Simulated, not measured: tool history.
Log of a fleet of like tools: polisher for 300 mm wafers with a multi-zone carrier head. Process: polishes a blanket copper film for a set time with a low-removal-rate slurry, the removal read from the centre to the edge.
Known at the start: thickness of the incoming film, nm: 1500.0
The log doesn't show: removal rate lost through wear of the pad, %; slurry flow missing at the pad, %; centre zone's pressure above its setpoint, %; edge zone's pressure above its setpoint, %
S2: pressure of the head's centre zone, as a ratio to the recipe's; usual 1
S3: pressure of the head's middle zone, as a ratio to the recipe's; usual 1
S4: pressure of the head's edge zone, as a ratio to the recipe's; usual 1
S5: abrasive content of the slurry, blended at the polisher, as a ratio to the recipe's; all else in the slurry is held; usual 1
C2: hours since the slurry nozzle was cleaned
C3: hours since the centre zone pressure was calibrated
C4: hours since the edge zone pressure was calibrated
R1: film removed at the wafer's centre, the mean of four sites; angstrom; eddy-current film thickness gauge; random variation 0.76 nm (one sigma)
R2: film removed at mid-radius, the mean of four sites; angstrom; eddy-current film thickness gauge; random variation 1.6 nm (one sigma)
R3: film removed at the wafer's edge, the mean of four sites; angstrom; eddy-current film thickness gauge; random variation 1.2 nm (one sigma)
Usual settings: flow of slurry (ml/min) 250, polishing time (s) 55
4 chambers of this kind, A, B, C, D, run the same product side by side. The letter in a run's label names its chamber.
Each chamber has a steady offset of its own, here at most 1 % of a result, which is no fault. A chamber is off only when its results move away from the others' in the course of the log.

{"hour": 3.5, "done": "chamber C: centre zone pressure recalibrated"}
{"run": "1B", "hour": 10.1, "flow of slurry (ml/min)": 250, "S2": 1, "S3": 1, "S4": 1, "S5": 1, "polishing time (s)": 55, "wafers polished on this pad": 1010, "C2": 355.3, "C3": 915.5, "C4": 333.5, "R1": 1095.6, "R2": 1082.4, "R3": 1124.1}
{"hour": 11.7, "done": "chamber A: edge zone pressure recalibrated"}
{"hour": 12.7, "done": "chamber C: slurry nozzle cleaned"}
{"run": "2A", "hour": 21.3, "flow of slurry (ml/min)": 250, "S2": 1, "S3": 1, "S4": 1, "S5": 1, "polishing time (s)": 55, "wafers polished on this pad": 389, "C2": 262.5, "C3": 485.6, "C4": 9.7, "R1": 1078.6, "R2": 1088.5, "R3": 1081.8}
{"hour": 29.5, "done": "chamber C: edge zone pressure recalibrated"}
{"run": "3D", "hour": 31.4, "flow of slurry (ml/min)": 250, "S2": 1, "S3": 1, "S4": 1, "S5": 1, "polishing time (s)": 55, "wafers polished on this pad": 751, "C2": 42.8, "C3": 558.9, "C4": 584, "R1": 1098.4, "R2": 1097.3, "R3": 1093.4}
{"hour": 40.8, "done": "chamber B: worn pad replaced by a new one"}
{"run": "4C", "hour": 42.3, "flow of slurry (ml/min)": 250, "S2": 1, "S3": 1, "S4": 1, "S5": 1, "polishing time (s)": 55, "wafers polished on this pad": 898, "C2": 29.7, "C3": 38.9, "C4": 12.8, "R1": 1095.5, "R2": 1083.3, "R3": 1114.3}
{"hour": 44.4, "done": "chamber A: worn pad replaced by a new one"}
{"run": "5B", "hour": 48.5, "flow of slurry (ml/min)": 250, "S2": 1, "S3": 1, "S4": 1, "S5": 1, "polishing time (s)": 55, "wafers polished on this pad": 98, "C2": 393.7, "C3": 953.9, "C4": 371.9, "R1": 1107.2, "R2": 1081.1, "R3": 1105.2}
{"run": "6A", "hour": 61.4, "flow of slurry (ml/min)": 250, "S2": 1, "S3": 0.9, "S4": 1, "S5": 1, "polishing time (s)": 55, "wafers polished on this pad": 216, "C2": 302.6, "C3": 525.7, "C4": 49.8, "R1": 1082.6, "R2": 997.34, "R3": 1099.5}
{"run": "7C", "hour": 74.1, "flow of slurry (ml/min)": 250, "S2": 1, "S3": 0.9, "S4": 1, "S5": 1, "polishing time (s)": 55, "wafers polished on this pad": 1300, "C2": 61.5, "C3": 70.7, "C4": 44.6, "R1": 1092.3, "R2": 985.43, "R3": 1114.8}
{"hour": 75.9, "done": "chamber C: worn pad replaced by a new one"}
{"run": "8D", "hour": 81.6, "flow of slurry (ml/min)": 250, "S2": 1, "S3": 0.9, "S4": 1, "S5": 1, "polishing time (s)": 55, "wafers polished on this pad": 1387, "C2": 93, "C3": 609.1, "C4": 634.2, "R1": 1098.8, "R2": 988.73, "R3": 1105.3}
{"hour": 81.9, "done": "chamber D: worn pad replaced by a new one"}
{"run": "9B", "hour": 90.1, "flow of slurry (ml/min)": 250, "S2": 1, "S3": 0.9, "S4": 1, "S5": 1, "polishing time (s)": 55, "wafers polished on this pad": 625, "C2": 435.3, "C3": 995.5, "C4": 413.5, "R1": 1084.3, "R2": 996.37, "R3": 1087.5}
{"run": "10D", "hour": 98.6, "flow of slurry (ml/min)": 250, "S2": 1, "S3": 1, "S4": 1, "S5": 1, "polishing time (s)": 55, "wafers polished on this pad": 211, "C2": 110, "C3": 626.1, "C4": 651.2, "R1": 1099.3, "R2": 1096.5, "R3": 1096.9}
{"hour": 100.8, "done": "chamber A: worn pad replaced by a new one"}
{"run": "11C", "hour": 109.7, "flow of slurry (ml/min)": 250, "S2": 1, "S3": 1, "S4": 1, "S5": 1, "polishing time (s)": 55, "wafers polished on this pad": 428, "C2": 97.1, "C3": 106.3, "C4": 80.2, "R1": 1099, "R2": 1092.8, "R3": 1104.3}
{"run": "12A", "hour": 115.4, "flow of slurry (ml/min)": 250, "S2": 1, "S3": 1, "S4": 1, "S5": 1, "polishing time (s)": 55, "wafers polished on this pad": 184, "C2": 356.6, "C3": 579.7, "C4": 103.8, "R1": 1094.4, "R2": 1080.3, "R3": 1101.4}
{"run": "13D", "hour": 127.6, "flow of slurry (ml/min)": 250, "S2": 1, "S3": 1, "S4": 1, "S5": 1, "polishing time (s)": 55, "wafers polished on this pad": 579, "C2": 139, "C3": 655.1, "C4": 680.2, "R1": 1102.3, "R2": 1103.7, "R3": 1086}
{"hour": 135.2, "done": "chamber B: worn pad replaced by a new one"}
{"hour": 137.0, "done": "chamber A: slurry nozzle cleaned"}
{"run": "14C", "hour": 137.6, "flow of slurry (ml/min)": 250, "S2": 1, "S3": 1, "S4": 1, "S5": 1, "polishing time (s)": 55, "wafers polished on this pad": 782, "C2": 125, "C3": 134.2, "C4": 108.1, "R1": 1097.7, "R2": 1088.2, "R3": 1083.1}
{"run": "15A", "hour": 148.9, "flow of slurry (ml/min)": 250, "S2": 1, "S3": 1, "S4": 1, "S5": 1, "polishing time (s)": 55, "wafers polished on this pad": 609, "C2": 11.9, "C3": 613.2, "C4": 137.3, "R1": 1088.1, "R2": 1098.6, "R3": 1103.9}
{"hour": 153.9, "done": "chamber A: worn pad replaced by a new one"}
{"run": "16B", "hour": 160.3, "flow of slurry (ml/min)": 250, "S2": 1, "S3": 1, "S4": 1, "S5": 1, "polishing time (s)": 55, "wafers polished on this pad": 318, "C2": 505.5, "C3": 1065.7, "C4": 483.7, "R1": 1108.9, "R2": 1123.5, "R3": 1103.8}
{"hour": 168.2, "done": "chamber D: centre zone pressure recalibrated"}
{"run": "17A", "hour": 171.2, "flow of slurry (ml/min)": 250, "S2": 1, "S3": 1, "S4": 1, "S5": 1, "polishing time (s)": 55, "wafers polished on this pad": 220, "C2": 34.2, "C3": 635.5, "C4": 159.6, "R1": 1085.4, "R2": 1112.6, "R3": 1077.1}
{"hour": 173.2, "done": "chamber C: worn pad replaced by a new one"}
{"hour": 177.4, "done": "chamber D: worn pad replaced by a new one"}
{"run": "18D", "hour": 182.3, "flow of slurry (ml/min)": 250, "S2": 1, "S3": 1, "S4": 1, "S5": 1, "polishing time (s)": 55, "wafers polished on this pad": 62, "C2": 193.7, "C3": 14.2, "C4": 734.9, "R1": 1098.2, "R2": 1093.1, "R3": 1100.2}
{"run": "19B", "hour": 190.7, "flow of slurry (ml/min)": 250, "S2": 1, "S3": 1, "S4": 1, "S5": 1, "polishing time (s)": 55, "wafers polished on this pad": 703, "C2": 535.9, "C3": 1096.1, "C4": 514.1, "R1": 1100, "R2": 1079.6, "R3": 1105.4}
{"run": "20C", "hour": 198.8, "flow of slurry (ml/min)": 250, "S2": 1, "S3": 1, "S4": 1, "S5": 0.8, "polishing time (s)": 55, "wafers polished on this pad": 325, "C2": 186.2, "C3": 195.4, "C4": 169.3, "R1": 1044.1, "R2": 1033.3, "R3": 1035.4}
{"hour": 205.6, "done": "chamber A: worn pad replaced by a new one"}
{"run": "21C", "hour": 206.8, "flow of slurry (ml/min)": 250, "S2": 1, "S3": 1, "S4": 1, "S5": 0.8, "polishing time (s)": 55, "wafers polished on this pad": 426, "C2": 194.2, "C3": 203.4, "C4": 177.3, "R1": 1042.1, "R2": 1030.8, "R3": 1050.8}
{"run": "22D", "hour": 214.0, "flow of slurry (ml/min)": 250, "S2": 1, "S3": 1, "S4": 1, "S5": 0.8, "polishing time (s)": 55, "wafers polished on this pad": 463, "C2": 225.4, "C3": 45.9, "C4": 766.6, "R1": 1055.5, "R2": 1041.2, "R3": 1060.2}
{"run": "23B", "hour": 220.8, "flow of slurry (ml/min)": 250, "S2": 1, "S3": 1, "S4": 1, "S5": 0.8, "polishing time (s)": 55, "wafers polished on this pad": 1085, "C2": 566, "C3": 1126.2, "C4": 544.2, "R1": 1052, "R2": 1031.2, "R3": 1056.2}
{"run": "24A", "hour": 233.3, "flow of slurry (ml/min)": 250, "S2": 1, "S3": 1.11, "S4": 1, "S5": 1, "polishing time (s)": 46, "wafers polished on this pad": 351, "C2": 96.3, "C3": 697.6, "C4": 221.7, "R1": 908.59, "R2": 1005, "R3": 924.47}

What goes on in this fleet: one chamber off, a drifting gauge, or nothing beyond the chambers' own small offsets? Name the chamber and the cause, if any.

No chamber stands off beyond its own small offset, and the gauge holds steady.

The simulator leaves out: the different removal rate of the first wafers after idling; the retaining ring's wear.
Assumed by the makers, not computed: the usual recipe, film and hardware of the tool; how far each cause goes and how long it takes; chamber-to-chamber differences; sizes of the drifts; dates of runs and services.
